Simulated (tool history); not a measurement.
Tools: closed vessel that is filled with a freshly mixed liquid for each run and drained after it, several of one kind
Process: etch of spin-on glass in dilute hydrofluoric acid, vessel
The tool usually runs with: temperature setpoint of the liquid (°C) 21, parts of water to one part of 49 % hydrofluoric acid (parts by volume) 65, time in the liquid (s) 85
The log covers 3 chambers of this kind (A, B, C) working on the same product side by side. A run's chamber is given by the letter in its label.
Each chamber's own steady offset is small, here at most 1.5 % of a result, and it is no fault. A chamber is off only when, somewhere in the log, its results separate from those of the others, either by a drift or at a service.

run    day  temperature setpoint of the liquid (°C)  parts of water to one part of 49 % hydrofluoric acid (parts by volume)  time in the liquid (s)  hours since the thermometer was replaced  hours since the hydrofluoric acid flow meter was replaced  read-back film thickness of the spin-on glass reference wafer, read on the same gauge (nm)  thickness taken off the spin-on glass on a monitor wafer (Å)
 1B  0.229                                       21                                                                      65                      85                                    2907.1                                                     1433.4                                                                                      30.006                                                        376.98
 2C  0.479                                       21                                                                      65                      85                                     640.3                                                      401.6                                                                                      29.980                                                        386.52
 3A  0.729                                       21                                                                      65                      85                                     690.0                                                      103.8                                                                                      30.019                                                        378.91
 4C  0.921                                       21                                                                      65                      85                                     650.9                                                      412.2                                                                                      30.012                                                        384.70
 5A  1.058                                       21                                                                      65                      85                                     697.9                                                      111.7                                                                                      30.005                                                        374.50
 6B  1.233                                       21                                                                      65                      85                                    2931.2                                                     1457.5                                                                                      29.993                                                        378.04
 7B  1.450                                       21                                                                      65                      85                                    2936.4                                                     1462.7                                                                                      30.026                                                        377.99
 8C  1.704                                       21                                                                      65                      85                                     669.7                                                      431.0                                                                                      30.001                                                        388.22
 9A  1.942                                       21                                                                      65                      85                                     719.1                                                      132.9                                                                                      29.996                                                        380.62
10B  2.162                                       21                                                                      65                      85                                    2953.5                                                     1479.8                                                                                      29.995                                                        382.94
11C  2.388                                       21                                                                      65                     105                                     686.1                                                      447.4                                                                                      30.005                                                        473.65
12A  2.558                                       21                                                                      65                     105                                     733.9                                                      147.7                                                                                      30.004                                                        481.87
13B  2.792                                       21                                                                      65                     105                                    2968.6                                                     1494.9                                                                                      30.006                                                        467.66
14A  3.050                                       21                                                                      65                      85                                     745.7                                                      159.5                                                                                      30.015                                                        386.98
15C  3.258                                       21                                                                      65                      85                                     707.0                                                      468.3                                                                                      30.016                                                        378.36
16C  3.462                                       21                                                                      65                      85                                     711.9                                                      473.2                                                                                      30.001                                                        383.36
17B  3.629                                       21                                                                      65                      85                                    2988.7                                                     1515.0                                                                                      30.011                                                        378.15
18A  3.842                                       21                                                                      65                      85                                     764.7                                                      178.5                                                                                      30.003                                                        392.15
19A  4.042                                       21                                                                      85                     100                                     769.5                                                      183.3                                                                                      29.982                                                        344.73
20B  4.288                                       21                                                                      85                     100                                    3004.5                                                     1530.8                                                                                      30.012                                                        332.80
21C  4.442                                       21                                                                      85                     100                                     735.4                                                      496.7                                                                                      30.000                                                        331.50
22C  4.583                                       17                                                                      50                      85                                     738.8                                                      500.1                                                                                      30.007                                                        423.38
23B  4.812                                       17                                                                      50                      85                                    3017.1                                                     1543.4                                                                                      29.995                                                        433.54
24A  5.075                                       17                                                                      50                      85                                     794.3                                                      208.1                                                                                      29.993                                                        442.55
25A  5.242                                       21                                                                      65                      85                                     798.3                                                      212.1                                                                                      30.023                                                        398.65
26C  5.438                                       21                                                                      65                      85                                     759.3                                                      520.6                                                                                      30.029                                                        388.07
27B  5.704                                       21                                                                      65                      85                                    3038.5                                                     1564.8                                                                                      30.002                                                        378.93
28A  5.875                                       17                                                                      65                      45                                     813.5                                                      227.3                                                                                      29.999                                                        176.80
29B  6.079                                       17                                                                      65                      45                                    3047.5                                                     1573.8                                                                                      30.005                                                        168.50
30C  6.254                                       17                                                                      65                      45                                     778.9                                                      540.2                                                                                      29.995                                                        169.59
31A  6.429                                       21                                                                      50                      85                                     826.8                                                      240.6                                                                                      30.000                                                        532.55
32B  6.562                                       21                                                                      50                      85                                    3059.1                                                     1585.4                                                                                      30.002                                                        501.45

Is one chamber off against the others, does the gauge drift, or is nothing wrong? If a chamber is off, say which, and what the likeliest cause is.

Chamber A drifts away from the others.
Likeliest cause: liquid hotter than its thermometer reads (K) = 1.47.
The log may not tell that from: hydrofluoric acid flow above the setpoint (%).

Chamber A could run next with any of the 4 candidate recipes listed below; each alters the usual settings, and their results appear as question marks. Which one brings its results back in line with what the other chambers deliver on the usual settings?
In-line tolerance around the mean of the other chambers on the usual settings: thickness taken off the spin-on glass on a monitor wafer (Å) 12.00
33A-1  6.754                                     18.5                                                                      65                      85                                                                                                                                                                                                                                                              ?
33A-2  6.754                                     21.0                                                                      65                      80                                                                                                                                                                                                                                                              ?
33A-3  6.754                                     21.0                                                                      65                      90                                                                                                                                                                                                                                                              ?
33A-4  6.754                                     21.0                                                                      65                      95                                                                                                                                                                                                                                                              ?

Usual-settings mean across the other chambers: thickness taken off the spin-on glass on a monitor wafer (Å) 381.98
  run  thickness taken off the spin-on glass on a monitor wafer (Å)
33A-1                                                        361.62
33A-2                                                        378.14
33A-3                                                        425.41
33A-4                                                        449.04
The right change is 33A-2: it brings the chamber back within the allowed miss of the others.
